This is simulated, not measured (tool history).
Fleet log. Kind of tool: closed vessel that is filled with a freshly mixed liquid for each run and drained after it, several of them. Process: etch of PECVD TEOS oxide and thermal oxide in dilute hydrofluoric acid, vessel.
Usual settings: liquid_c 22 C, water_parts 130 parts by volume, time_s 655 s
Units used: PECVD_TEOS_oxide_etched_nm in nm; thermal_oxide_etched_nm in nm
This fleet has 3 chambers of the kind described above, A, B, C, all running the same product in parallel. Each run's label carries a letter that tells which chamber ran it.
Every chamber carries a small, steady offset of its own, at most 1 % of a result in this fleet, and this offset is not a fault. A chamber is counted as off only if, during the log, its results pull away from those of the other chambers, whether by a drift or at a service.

run   hour  liquid_c  water_parts  time_s  hours since the thermometer was replaced  hours since the hydrofluoric acid flow meter was replaced  read-back film thickness of the PECVD TEOS oxide reference wafer, read on the same gauge (nm)  read-back film thickness of the thermal oxide reference wafer, read on the same gauge (nm)  PECVD_TEOS_oxide_etched_nm  thermal_oxide_etched_nm
 1A    7.0        22          130     655                                     785.0                                                      527.3                                                                                         69.964                                                                                      99.979                      38.701                   21.899
 2C   20.1        22          130     655                                    1537.3                                                      751.3                                                                                         69.991                                                                                     100.000                      38.148                   21.655
 3B   28.1        22          130     655                                     290.8                                                     1534.2                                                                                         69.978                                                                                     100.010                      38.887                   21.652
 4C   34.8        22          130     655                                    1552.0                                                      766.0                                                                                         69.977                                                                                      99.997                      38.184                   21.720
 5B   48.0        22          130     655                                     310.7                                                     1554.1                                                                                         69.980                                                                                      99.972                      38.482                   21.826
 6A   58.5        22          130     655                                     836.5                                                      578.8                                                                                         70.018                                                                                      99.997                      38.611                   21.997
 7B   72.7        22          130     655                                     335.4                                                     1578.8                                                                                         70.035                                                                                      99.993                      39.190                   21.838
 8C   82.7        22          130     655                                    1599.9                                                      813.9                                                                                         70.016                                                                                      99.982                      38.433                   21.420
 9A   90.8        22          130     655                                     868.8                                                      611.1                                                                                         70.009                                                                                     100.000                      38.134                   21.894
10C   97.5        22          130     655                                    1614.7                                                      828.7                                                                                         69.968                                                                                     100.010                      38.244                   21.334
11B  112.4        22          130     655                                     375.1                                                     1618.5                                                                                         70.031                                                                                      99.985                      38.604                   21.942
     120.0  -- chamber A: hydrofluoric acid flow meter replaced
12A  120.1        22          130     655                                     898.1                                                        0.1                                                                                         69.989                                                                                     100.000                      38.761                   21.998
13A  133.7        22          130     655                                     911.7                                                       13.7                                                                                         70.044                                                                                     100.020                      38.705                   21.927
14B  147.9        22          130     655                                     410.6                                                     1654.0                                                                                         69.980                                                                                      99.996                      38.726                   21.649
15C  158.6        22          130     655                                    1675.8                                                      889.8                                                                                         70.027                                                                                     100.030                      38.019                   21.536
16B  166.1        22          130     655                                     428.8                                                     1672.2                                                                                         69.999                                                                                     100.030                      38.938                   21.846
17C  173.3        22          130     655                                    1690.5                                                      904.5                                                                                         69.995                                                                                     100.020                      38.351                   21.345
18A  179.7        22          130     655                                     957.7                                                       59.7                                                                                         69.964                                                                                     100.010                      38.616                   22.117
19C  193.3        22          130     655                                    1710.5                                                      924.5                                                                                         69.995                                                                                     100.010                      38.653                   21.485
20A  203.3        22           95     655                                     981.3                                                       83.3                                                                                         70.020                                                                                      99.977                      54.281                   30.846
21B  210.2        22           95     655                                     472.9                                                     1716.3                                                                                         70.029                                                                                      99.979                      54.756                   31.235
22B  218.9        22           95     655                                     481.6                                                     1725.0                                                                                         69.991                                                                                      99.991                      54.985                   31.022
23A  227.2        22          130     655                                    1005.2                                                      107.2                                                                                         69.997                                                                                      99.996                      38.188                   21.766
24C  242.1        22          180     655                                    1759.3                                                      973.3                                                                                         69.963                                                                                     100.020                      26.041                   14.673
25A  254.8        22          180     655                                    1032.8                                                      134.8                                                                                         69.983                                                                                     100.020                      26.633                   14.944
26B  267.9        22          180     655                                     530.6                                                     1774.0                                                                                         69.986                                                                                     100.030                      26.409                   14.841
27C  274.8        22          130     655                                    1792.0                                                     1006.0                                                                                         69.969                                                                                     100.010                      37.895                   21.249
28C  282.5        22          130     655                                    1799.7                                                     1013.7                                                                                         70.012                                                                                     100.010                      37.582                   21.605
29A  290.7        22          130     655                                    1068.7                                                      170.7                                                                                         69.993                                                                                     100.020                      38.582                   21.910
     293.7  -- chamber A: thermometer replaced
30B  299.3        22          130     655                                     562.0                                                     1805.4                                                                                         69.988                                                                                      99.987                      38.611                   21.480
31B  308.7        22          130     655                                     571.4                                                     1814.8                                                                                         69.962                                                                                     100.030                      38.938                   21.882
32C  317.3        22          130     655                                    1834.5                                                     1048.5                                                                                         70.006                                                                                     100.010                      38.107                   21.474
33A  328.6        22          130     655                                      34.9                                                      208.6                                                                                         69.997                                                                                     100.010                      38.577                   21.890

One chamber off, gauge drift, or nothing amiss beyond the chambers' own small offsets? If it is a chamber, which one, and what is the likeliest cause?

No chamber is off and the gauge is stable; the differences are just each chamber's small, constant offset.
